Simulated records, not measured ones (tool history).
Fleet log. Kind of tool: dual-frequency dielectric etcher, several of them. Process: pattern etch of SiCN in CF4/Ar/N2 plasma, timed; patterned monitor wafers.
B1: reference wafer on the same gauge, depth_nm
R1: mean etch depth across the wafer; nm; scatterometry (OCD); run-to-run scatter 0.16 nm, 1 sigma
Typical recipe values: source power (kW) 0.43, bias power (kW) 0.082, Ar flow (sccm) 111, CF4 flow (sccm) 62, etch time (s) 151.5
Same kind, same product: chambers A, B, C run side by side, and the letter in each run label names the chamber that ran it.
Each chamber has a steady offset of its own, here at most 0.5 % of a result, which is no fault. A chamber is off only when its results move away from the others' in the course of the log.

run 1B hour=7.7 | source_power_(kW)=0.43 bias_power_(kW)=0.082 Ar_flow_(sccm)=111 CF4_flow_(sccm)=62 etch_time_(s)=151.5 | B1=114.99 | R1=127.07
run 2C hour=15.2 | source_power_(kW)=0.43 bias_power_(kW)=0.082 Ar_flow_(sccm)=111 CF4_flow_(sccm)=62 etch_time_(s)=151.5 | B1=114.97 | R1=126.98
run 3A hour=25.5 | source_power_(kW)=0.43 bias_power_(kW)=0.082 Ar_flow_(sccm)=111 CF4_flow_(sccm)=62 etch_time_(s)=151.5 | B1=114.92 | R1=126.94
run 4A hour=34.2 | source_power_(kW)=0.43 bias_power_(kW)=0.082 Ar_flow_(sccm)=111 CF4_flow_(sccm)=62 etch_time_(s)=151.5 | B1=114.92 | R1=126.85
run 5B hour=39.7 | source_power_(kW)=0.43 bias_power_(kW)=0.082 Ar_flow_(sccm)=111 CF4_flow_(sccm)=62 etch_time_(s)=151.5 | B1=114.92 | R1=126.88
run 6C hour=51.9 | source_power_(kW)=0.43 bias_power_(kW)=0.082 Ar_flow_(sccm)=111 CF4_flow_(sccm)=62 etch_time_(s)=191.5 | B1=114.91 | R1=160.34
run 7B hour=64.3 | source_power_(kW)=0.43 bias_power_(kW)=0.082 Ar_flow_(sccm)=111 CF4_flow_(sccm)=62 etch_time_(s)=191.5 | B1=114.93 | R1=160.57
run 8A hour=76.2 | source_power_(kW)=0.43 bias_power_(kW)=0.082 Ar_flow_(sccm)=111 CF4_flow_(sccm)=62 etch_time_(s)=191.5 | B1=114.88 | R1=160.17
run 9C hour=86 | source_power_(kW)=0.43 bias_power_(kW)=0.082 Ar_flow_(sccm)=111 CF4_flow_(sccm)=62 etch_time_(s)=151.5 | B1=114.89 | R1=126.63
run 10C hour=94.4 | source_power_(kW)=0.43 bias_power_(kW)=0.082 Ar_flow_(sccm)=111 CF4_flow_(sccm)=62 etch_time_(s)=151.5 | B1=114.86 | R1=126.75
run 11B hour=104 | source_power_(kW)=0.43 bias_power_(kW)=0.082 Ar_flow_(sccm)=111 CF4_flow_(sccm)=62 etch_time_(s)=151.5 | B1=114.84 | R1=127.37
run 12A hour=112 | source_power_(kW)=0.37 bias_power_(kW)=0.082 Ar_flow_(sccm)=125 CF4_flow_(sccm)=62 etch_time_(s)=151.5 | B1=114.81 | R1=109.46
-- hour=115.4 chamber A: wet clean of the chamber
-- hour=122 chamber C: wet clean of the chamber
run 13A hour=123.4 | source_power_(kW)=0.37 bias_power_(kW)=0.082 Ar_flow_(sccm)=125 CF4_flow_(sccm)=62 etch_time_(s)=151.5 | B1=114.82 | R1=109.45
run 14B hour=134.7 | source_power_(kW)=0.37 bias_power_(kW)=0.082 Ar_flow_(sccm)=125 CF4_flow_(sccm)=62 etch_time_(s)=151.5 | B1=114.8 | R1=109.34
run 15C hour=144.3 | source_power_(kW)=0.43 bias_power_(kW)=0.082 Ar_flow_(sccm)=111 CF4_flow_(sccm)=62 etch_time_(s)=151.5 | B1=114.77 | R1=126.79
run 16B hour=154.1 | source_power_(kW)=0.43 bias_power_(kW)=0.082 Ar_flow_(sccm)=111 CF4_flow_(sccm)=62 etch_time_(s)=151.5 | B1=114.76 | R1=126.93
-- hour=158.3 chamber C: source power generator calibrated
run 17A hour=165 | source_power_(kW)=0.43 bias_power_(kW)=0.082 Ar_flow_(sccm)=111 CF4_flow_(sccm)=62 etch_time_(s)=151.5 | B1=114.77 | R1=126.56
run 18C hour=174.5 | source_power_(kW)=0.43 bias_power_(kW)=0.082 Ar_flow_(sccm)=111 CF4_flow_(sccm)=62 etch_time_(s)=151.5 | B1=114.72 | R1=126.81
run 19C hour=182.4 | source_power_(kW)=0.43 bias_power_(kW)=0.082 Ar_flow_(sccm)=111 CF4_flow_(sccm)=62 etch_time_(s)=151.5 | B1=114.73 | R1=126.62
run 20B hour=189.1 | source_power_(kW)=0.43 bias_power_(kW)=0.094 Ar_flow_(sccm)=131 CF4_flow_(sccm)=62 etch_time_(s)=151.5 | B1=114.69 | R1=130.6
run 21A hour=195.9 | source_power_(kW)=0.43 bias_power_(kW)=0.094 Ar_flow_(sccm)=131 CF4_flow_(sccm)=62 etch_time_(s)=151.5 | B1=114.69 | R1=130.01
run 22A hour=205.2 | source_power_(kW)=0.43 bias_power_(kW)=0.094 Ar_flow_(sccm)=131 CF4_flow_(sccm)=62 etch_time_(s)=151.5 | B1=114.68 | R1=130.15
run 23B hour=214.2 | source_power_(kW)=0.43 bias_power_(kW)=0.082 Ar_flow_(sccm)=111 CF4_flow_(sccm)=62 etch_time_(s)=151.5 | B1=114.66 | R1=126.82
run 24C hour=226.4 | source_power_(kW)=0.43 bias_power_(kW)=0.082 Ar_flow_(sccm)=111 CF4_flow_(sccm)=62 etch_time_(s)=151.5 | B1=114.67 | R1=126.58
-- hour=234.2 chamber C: Ar flow controller replaced
run 25A hour=235.5 | source_power_(kW)=0.43 bias_power_(kW)=0.082 Ar_flow_(sccm)=111 CF4_flow_(sccm)=62 etch_time_(s)=151.5 | B1=114.64 | R1=126.47
run 26C hour=241.7 | source_power_(kW)=0.43 bias_power_(kW)=0.082 Ar_flow_(sccm)=111 CF4_flow_(sccm)=62 etch_time_(s)=151.5 | B1=114.63 | R1=126.56
run 27B hour=250.7 | source_power_(kW)=0.43 bias_power_(kW)=0.082 Ar_flow_(sccm)=111 CF4_flow_(sccm)=76 etch_time_(s)=114 | B1=114.61 | R1=98.351
-- hour=252 chamber B: CF4 flow controller replaced
run 28C hour=260.3 | source_power_(kW)=0.43 bias_power_(kW)=0.082 Ar_flow_(sccm)=111 CF4_flow_(sccm)=76 etch_time_(s)=114 | B1=114.58 | R1=97.804
run 29A hour=265.9 | source_power_(kW)=0.43 bias_power_(kW)=0.082 Ar_flow_(sccm)=111 CF4_flow_(sccm)=76 etch_time_(s)=114 | B1=114.6 | R1=98.066
run 30B hour=276.5 | source_power_(kW)=0.43 bias_power_(kW)=0.065 Ar_flow_(sccm)=111 CF4_flow_(sccm)=62 etch_time_(s)=151.5 | B1=114.55 | R1=116.62
run 31A hour=287.3 | source_power_(kW)=0.43 bias_power_(kW)=0.065 Ar_flow_(sccm)=111 CF4_flow_(sccm)=62 etch_time_(s)=151.5 | B1=114.57 | R1=116.09
run 32C hour=299.7 | source_power_(kW)=0.43 bias_power_(kW)=0.065 Ar_flow_(sccm)=111 CF4_flow_(sccm)=62 etch_time_(s)=151.5 | B1=114.55 | R1=116.2
run 33B hour=306.9 | source_power_(kW)=0.43 bias_power_(kW)=0.082 Ar_flow_(sccm)=111 CF4_flow_(sccm)=62 etch_time_(s)=151.5 | B1=114.5 | R1=126.57
run 34B hour=314.6 | source_power_(kW)=0.43 bias_power_(kW)=0.082 Ar_flow_(sccm)=111 CF4_flow_(sccm)=62 etch_time_(s)=176 | B1=114.54 | R1=146.99
run 35A hour=325.7 | source_power_(kW)=0.43 bias_power_(kW)=0.082 Ar_flow_(sccm)=111 CF4_flow_(sccm)=62 etch_time_(s)=176 | B1=114.45 | R1=147.03
run 36C hour=335.1 | source_power_(kW)=0.43 bias_power_(kW)=0.082 Ar_flow_(sccm)=111 CF4_flow_(sccm)=62 etch_time_(s)=176 | B1=114.52 | R1=146.86
run 37C hour=344.9 | source_power_(kW)=0.43 bias_power_(kW)=0.082 Ar_flow_(sccm)=111 CF4_flow_(sccm)=62 etch_time_(s)=151.5 | B1=114.46 | R1=126.41
run 38A hour=356.5 | source_power_(kW)=0.43 bias_power_(kW)=0.082 Ar_flow_(sccm)=111 CF4_flow_(sccm)=62 etch_time_(s)=151.5 | B1=114.45 | R1=125.88
-- hour=357.3 chamber B: wet clean of the chamber
run 39B hour=365.9 | source_power_(kW)=0.43 bias_power_(kW)=0.082 Ar_flow_(sccm)=111 CF4_flow_(sccm)=62 etch_time_(s)=151.5 | B1=114.45 | R1=126.73
run 40C hour=374.3 | source_power_(kW)=0.43 bias_power_(kW)=0.082 Ar_flow_(sccm)=111 CF4_flow_(sccm)=62 etch_time_(s)=151.5 | B1=114.38 | R1=126.06

The same settings go to every chamber for the next run, one line per chamber below. Forecast the results for each:
run 41A hour=383.3 | source_power_(kW)=0.39 bias_power_(kW)=0.082 Ar_flow_(sccm)=111 CF4_flow_(sccm)=62 etch_time_(s)=151.5 | R1=?
run 41B hour=383.3 | source_power_(kW)=0.39 bias_power_(kW)=0.082 Ar_flow_(sccm)=111 CF4_flow_(sccm)=62 etch_time_(s)=151.5 | R1=?
run 41C hour=383.3 | source_power_(kW)=0.39 bias_power_(kW)=0.082 Ar_flow_(sccm)=111 CF4_flow_(sccm)=62 etch_time_(s)=151.5 | R1=?

run=41A R1=115.88
run=41B R1=115.88
run=41C R1=115.88
